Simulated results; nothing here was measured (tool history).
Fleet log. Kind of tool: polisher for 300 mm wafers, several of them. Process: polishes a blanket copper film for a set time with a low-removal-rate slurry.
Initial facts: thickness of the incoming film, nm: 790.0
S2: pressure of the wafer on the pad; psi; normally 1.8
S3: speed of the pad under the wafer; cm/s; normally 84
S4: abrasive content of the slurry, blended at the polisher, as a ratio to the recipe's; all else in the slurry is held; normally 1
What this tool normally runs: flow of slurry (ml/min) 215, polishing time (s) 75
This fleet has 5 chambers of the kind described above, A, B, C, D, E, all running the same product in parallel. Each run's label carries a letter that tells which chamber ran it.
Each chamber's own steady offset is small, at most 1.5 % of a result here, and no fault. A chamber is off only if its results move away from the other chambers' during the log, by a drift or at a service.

Run 1D, hour 8.5: usual settings. Result: film removed (angstrom) 939.77.
Run 2A, hour 20: usual settings. Result: film removed (angstrom) 941.07.
At hour 20.7: chamber E: worn pad replaced by a new one.
Run 3E, hour 34.8: usual settings. Result: film removed (angstrom) 965.69.
At hour 40: chamber D: worn pad replaced by a new one.
At hour 41.2: chamber B: slurry nozzle cleaned.
At hour 43.3: chamber B: worn pad replaced by a new one.
Run 4B, hour 47.9: usual settings. Result: film removed (angstrom) 934.59.
At hour 55.6: chamber A: worn pad replaced by a new one.
Run 5C, hour 59.4: usual settings. Result: film removed (angstrom) 966.75.
At hour 61.4: chamber C: worn pad replaced by a new one.
Run 6A, hour 75.5: usual settings. Result: film removed (angstrom) 973.99.
Run 7C, hour 86.3: usual settings but S3 54 cm/s. Result: film removed (angstrom) 620.36.
At hour 87.6: chamber B: head pressure recalibrated.
At hour 90.5: chamber D: slurry blender recalibrated.
At hour 90.8: chamber C: slurry blender recalibrated.
At hour 92.7: chamber E: slurry nozzle cleaned.
Run 8D, hour 97.7: usual settings but S3 54 cm/s. Result: film removed (angstrom) 611.96.
Run 9B, hour 109.9: usual settings but S3 54 cm/s. Result: film removed (angstrom) 600.
Run 10E, hour 125.8: usual settings but S3 54 cm/s. Result: film removed (angstrom) 596.93.
At hour 126.2: chamber A: slurry nozzle cleaned.
At hour 128.5: chamber D: worn pad replaced by a new one.
At hour 130: chamber D: slurry nozzle cleaned.
At hour 130.8: chamber B: worn pad replaced by a new one.
Run 11D, hour 137.6: usual settings but S3 54 cm/s. Result: film removed (angstrom) 614.2.
At hour 144.9: chamber C: worn pad replaced by a new one.
Run 12C, hour 153.1: usual settings. Result: film removed (angstrom) 961.48.
At hour 157: chamber A: worn pad replaced by a new one.
At hour 159.3: chamber E: worn pad replaced by a new one.
Run 13E, hour 166.5: usual settings. Result: film removed (angstrom) 951.81.
Run 14B, hour 178.6: usual settings. Result: film removed (angstrom) 937.87.
Run 15A, hour 190.1: usual settings. Result: film removed (angstrom) 970.03.
At hour 193.4: chamber A: slurry blender recalibrated.
Run 16E, hour 205.6: usual settings but S4 0.75, polishing time (s) 62. Result: film removed (angstrom) 737.77.
At hour 210.7: chamber D: worn pad replaced by a new one.
Run 17C, hour 214.7: usual settings but S4 0.75, polishing time (s) 62. Result: film removed (angstrom) 742.68.
At hour 220.4: chamber B: worn pad replaced by a new one.
Run 18D, hour 224.4: usual settings but S4 0.75, polishing time (s) 62. Result: film removed (angstrom) 734.81.
At hour 226.3: chamber C: worn pad replaced by a new one.
Run 19A, hour 234.6: usual settings but S4 0.75, polishing time (s) 62. Result: film removed (angstrom) 737.17.
At hour 244.7: chamber E: slurry blender recalibrated.
Run 20B, hour 247.6: usual settings but S4 0.75, polishing time (s) 62. Result: film removed (angstrom) 738.23.
At hour 258.2: chamber A: worn pad replaced by a new one.
Run 21D, hour 258.2: usual settings. Result: film removed (angstrom) 954.79.
Run 22B, hour 268: usual settings. Result: film removed (angstrom) 954.34.
Run 23C, hour 280.8: usual settings. Result: film removed (angstrom) 936.71.
At hour 282.5: chamber C: slurry nozzle cleaned.
At hour 284.2: chamber B: slurry blender recalibrated.
Run 24E, hour 290.4: usual settings but S3 54 cm/s, polishing time (s) 88. Result: film removed (angstrom) 690.43.
Run 25A, hour 297.5: usual settings but S3 54 cm/s, polishing time (s) 88. Result: film removed (angstrom) 716.
At hour 300.1: chamber D: worn pad replaced by a new one.
At hour 303.7: chamber E: worn pad replaced by a new one.
Run 26C, hour 313.8: usual settings but S3 54 cm/s, polishing time (s) 88. Result: film removed (angstrom) 730.32.
At hour 315.5: chamber C: worn pad replaced by a new one.
At hour 318.6: chamber B: worn pad replaced by a new one.
At hour 322.4: chamber B: slurry nozzle cleaned.
Run 27E, hour 324.9: usual settings but S3 54 cm/s, polishing time (s) 88. Result: film removed (angstrom) 679.66.
Run 28B, hour 332.6: usual settings but S3 54 cm/s, polishing time (s) 88. Result: film removed (angstrom) 713.75.
At hour 336.1: chamber A: worn pad replaced by a new one.
Run 29A, hour 342.1: usual settings. Result: film removed (angstrom) 940.73.
Run 30D, hour 349.5: usual settings. Result: film removed (angstrom) 942.89.
At hour 356.9: chamber C: head pressure recalibrated.
Run 31B, hour 361.6: usual settings. Result: film removed (angstrom) 961.2.
Run 32C, hour 375.2: usual settings. Result: film removed (angstrom) 954.73.
At hour 383: chamber C: slurry blender recalibrated.
Run 33D, hour 386.4: usual settings. Result: film removed (angstrom) 951.97.
Run 34E, hour 396.3: usual settings. Result: film removed (angstrom) 896.09.
At hour 399: chamber D: slurry blender recalibrated.
At hour 399.8: chamber D: worn pad replaced by a new one.
At hour 408.3: chamber C: worn pad replaced by a new one.
Run 35A, hour 410.3: usual settings. Result: film removed (angstrom) 953.08.
Run 36A, hour 421.7: usual settings. Result: film removed (angstrom) 937.27.
Run 37E, hour 432.4: usual settings. Result: film removed (angstrom) 896.72.
Run 38D, hour 443.2: usual settings. Result: film removed (angstrom) 969.61.
Run 39C, hour 450.9: usual settings. Result: film removed (angstrom) 956.75.

What goes on in this fleet: one chamber off, a drifting gauge, or nothing beyond the chambers' own small offsets? Name the chamber and the cause, if any.

Chamber E drifts away from the others.
Most likely cause: head's pressure below its setpoint, % = 6.95.

Chamber E could run next with any of the 4 candidate recipes listed below; each alters the usual settings, and their results appear as question marks. Which one brings its results back in line with what the other chambers deliver on the usual settings?
A result is in line if it is within this distance of the other chambers' mean on the usual settings: film removed (angstrom) 32
Run 40E-1, hour 462.5: usual settings but S2 1.7 psi, polishing time (s) 70. Result: film removed (angstrom) ?.
Run 40E-2, hour 462.5: usual settings but S3 86 cm/s, polishing time (s) 77. Result: film removed (angstrom) ?.
Run 40E-3, hour 462.5: usual settings but S2 1.7 psi. Result: film removed (angstrom) ?.
Run 40E-4, hour 462.5: usual settings but S3 90 cm/s, polishing time (s) 80. Result: film removed (angstrom) ?.

Average result of the remaining chambers running the usual settings: film removed (angstrom) 952.89
  run  film removed (angstrom)
40E-1                   787.14
40E-2                   939.38
40E-3                   843.37
40E-4                     1022
40E-2 brings the chamber back in line.

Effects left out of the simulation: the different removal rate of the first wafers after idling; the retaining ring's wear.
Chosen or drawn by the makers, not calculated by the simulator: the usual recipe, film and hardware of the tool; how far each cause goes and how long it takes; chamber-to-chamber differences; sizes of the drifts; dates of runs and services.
